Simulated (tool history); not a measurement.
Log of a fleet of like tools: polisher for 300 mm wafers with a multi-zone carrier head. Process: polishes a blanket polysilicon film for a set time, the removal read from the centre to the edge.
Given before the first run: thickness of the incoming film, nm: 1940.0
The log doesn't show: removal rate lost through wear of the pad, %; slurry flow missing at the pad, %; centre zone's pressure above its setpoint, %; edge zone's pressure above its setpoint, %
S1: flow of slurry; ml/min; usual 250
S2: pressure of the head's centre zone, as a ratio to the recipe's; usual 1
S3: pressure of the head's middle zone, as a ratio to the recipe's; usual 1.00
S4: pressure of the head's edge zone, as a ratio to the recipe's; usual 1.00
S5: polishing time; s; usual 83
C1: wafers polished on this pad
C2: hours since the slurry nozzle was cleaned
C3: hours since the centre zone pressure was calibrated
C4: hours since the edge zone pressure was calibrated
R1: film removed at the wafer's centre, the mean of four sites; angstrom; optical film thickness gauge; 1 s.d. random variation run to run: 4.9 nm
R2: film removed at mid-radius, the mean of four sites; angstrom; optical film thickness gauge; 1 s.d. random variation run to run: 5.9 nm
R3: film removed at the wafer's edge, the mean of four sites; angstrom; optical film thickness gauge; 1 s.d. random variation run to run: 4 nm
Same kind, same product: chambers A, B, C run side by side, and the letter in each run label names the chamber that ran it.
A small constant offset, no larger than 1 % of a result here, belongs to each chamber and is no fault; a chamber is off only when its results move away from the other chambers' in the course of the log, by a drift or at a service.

run 1B hour=10.9 | S1=250 S2=1 S3=1.00 S4=1.00 S5=83 | C1=302 C2=302.2 C3=336.6 C4=900.2 | R1=3931.6 R2=3963.3 R3=3922.2
run 2A hour=22.0 | S1=250 S2=1 S3=1.00 S4=1.00 S5=83 | C1=723 C2=170.2 C3=234.1 C4=505.3 | R1=3911.9 R2=3913.7 R3=3937.3
-- hour=22.5 chamber C: edge zone pressure recalibrated
-- hour=28.9 chamber B: centre zone pressure recalibrated
run 3C hour=28.9 | S1=250 S2=1 S3=1.00 S4=1.00 S5=83 | C1=1512 C2=186.1 C3=462.5 C4=6.4 | R1=4028.1 R2=3931.2 R3=3949.9
-- hour=30.0 chamber C: worn pad replaced by a new one
run 4C hour=37.6 | S1=250 S2=1 S3=1.00 S4=1.00 S5=83 | C1=73 C2=194.8 C3=471.2 C4=15.1 | R1=3981.2 R2=3936.9 R3=3957.7
-- hour=42.1 chamber A: slurry nozzle cleaned
run 5B hour=47.9 | S1=250 S2=1 S3=1.00 S4=1.00 S5=83 | C1=657 C2=339.2 C3=19.1 C4=937.2 | R1=3904.4 R2=3903.7 R3=3919.7
run 6A hour=53.1 | S1=250 S2=1 S3=1.00 S4=1.00 S5=83 | C1=1021 C2=11.0 C3=265.2 C4=536.4 | R1=3910.7 R2=4016.8 R3=3940.7
run 7C hour=63.5 | S1=250 S2=1 S3=1.11 S4=1.00 S5=83 | C1=321 C2=220.7 C3=497.1 C4=41.0 | R1=4056.6 R2=4347.0 R3=3994.1
-- hour=69.1 chamber C: slurry nozzle cleaned
run 8B hour=72.3 | S1=250 S2=1 S3=1.11 S4=1.00 S5=83 | C1=891 C2=363.6 C3=43.5 C4=961.6 | R1=3990.1 R2=4297.8 R3=3955.1
run 9A hour=78.1 | S1=250 S2=1 S3=1.11 S4=1.00 S5=83 | C1=1261 C2=36.0 C3=290.2 C4=561.4 | R1=3998.2 R2=4291.3 R3=3896.7
-- hour=85.7 chamber B: edge zone pressure recalibrated
run 10A hour=88.1 | S1=250 S2=1 S3=1.00 S4=1.00 S5=83 | C1=1357 C2=46.0 C3=300.2 C4=571.4 | R1=3951.6 R2=3987.9 R3=3889.9
run 11B hour=97.2 | S1=250 S2=1 S3=0.92 S4=1.00 S5=83 | C1=1129 C2=388.5 C3=68.4 C4=11.6 | R1=3886.7 R2=3598.3 R3=3865.2
-- hour=97.9 chamber B: worn pad replaced by a new one
run 12C hour=106.8 | S1=250 S2=1 S3=0.92 S4=1.00 S5=83 | C1=736 C2=37.7 C3=540.4 C4=84.3 | R1=3963.4 R2=3647.4 R3=3950.3
-- hour=107.7 chamber A: worn pad replaced by a new one
run 13A hour=114.9 | S1=250 S2=1 S3=0.92 S4=1.00 S5=83 | C1=69 C2=72.8 C3=327.0 C4=598.2 | R1=3896.2 R2=3604.7 R3=3943.6
run 14B hour=123.8 | S1=250 S2=1 S3=0.94 S4=1.06 S5=83 | C1=248 C2=415.1 C3=95.0 C4=38.2 | R1=3931.2 R2=3765.8 R3=4121.8
run 15C hour=132.5 | S1=250 S2=1 S3=0.94 S4=1.06 S5=83 | C1=982 C2=63.4 C3=566.1 C4=110.0 | R1=4088.4 R2=3751.0 R3=4105.9
run 16B hour=141.2 | S1=250 S2=1 S3=0.94 S4=1.06 S5=83 | C1=414 C2=432.5 C3=112.4 C4=55.6 | R1=3929.5 R2=3749.5 R3=4146.2
run 17A hour=146.8 | S1=250 S2=1 S3=1.00 S4=1.00 S5=83 | C1=375 C2=104.7 C3=358.9 C4=630.1 | R1=3921.9 R2=4044.3 R3=3923.2
run 18C hour=155.8 | S1=250 S2=1 S3=1.00 S4=1.00 S5=83 | C1=1205 C2=86.7 C3=589.4 C4=133.3 | R1=4097.6 R2=4032.0 R3=3946.0
run 19B hour=162.6 | S1=250 S2=1 S3=1.00 S4=1.00 S5=83 | C1=619 C2=453.9 C3=133.8 C4=77.0 | R1=3881.8 R2=3961.7 R3=3982.4
run 20A hour=171.9 | S1=250 S2=1 S3=0.94 S4=1.00 S5=72 | C1=615 C2=129.8 C3=384.0 C4=655.2 | R1=3318.8 R2=3146.1 R3=3434.7
-- hour=173.4 chamber C: worn pad replaced by a new one
run 21C hour=180.5 | S1=250 S2=1 S3=0.94 S4=1.00 S5=72 | C1=68 C2=111.4 C3=614.1 C4=158.0 | R1=3631.3 R2=3235.2 R3=3462.3
run 22B hour=190.6 | S1=250 S2=1 S3=0.94 S4=1.00 S5=72 | C1=888 C2=481.9 C3=161.8 C4=105.0 | R1=3330.0 R2=3262.4 R3=3428.2
run 23C hour=200.5 | S1=250 S2=1 S3=1.00 S4=1.00 S5=83 | C1=259 C2=131.4 C3=634.1 C4=178.0 | R1=4233.0 R2=3909.4 R3=3948.5

Is one chamber out of step, is the gauge drifting, or do the chambers differ by no more than their own small offsets? For an off chamber, give its letter and the likeliest cause.

Chamber C drifts away from the others.
Most likely cause: centre zone's pressure above its setpoint, % = 6.52.

Below are 4 candidate recipes for chamber C's next run, each the usual settings with a change, their results shown as question marks. Which of them brings C's results back in line with what the other chambers give on the usual settings?
Allowed miss from the other chambers' usual-settings mean, per result, to count as in line: R1 170.0 angstrom; R2 200.0 angstrom; R3 140.0 angstrom
run 24C-1 hour=208.5 | S1=255 S2=1.06 S3=0.99 S4=0.98 S5=84 | R1=? R2=? R3=?
run 24C-2 hour=208.5 | S1=240 S2=0.88 S3=1.02 S4=1.04 S5=81 | R1=? R2=? R3=?
run 24C-3 hour=208.5 | S1=260 S2=1.12 S3=0.98 S4=0.96 S5=85 | R1=? R2=? R3=?
run 24C-4 hour=208.5 | S1=245 S2=0.94 S3=1.01 S4=1.02 S5=82 | R1=? R2=? R3=?

The other chambers' mean on the usual settings: R1 3922.1 angstrom; R2 3931.4 angstrom; R3 3925.2 angstrom
run=24C-1 R1=4625.3 R2=3969.7 R3=3931.8
run=24C-2 R1=3606.0 R2=3908.0 R3=3886.9
run=24C-3 R1=4981.1 R2=3987.9 R3=3944.2
run=24C-4 R1=3937.7 R2=3929.7 R3=3903.1
It is 24C-4 that realigns the chamber with its peers.
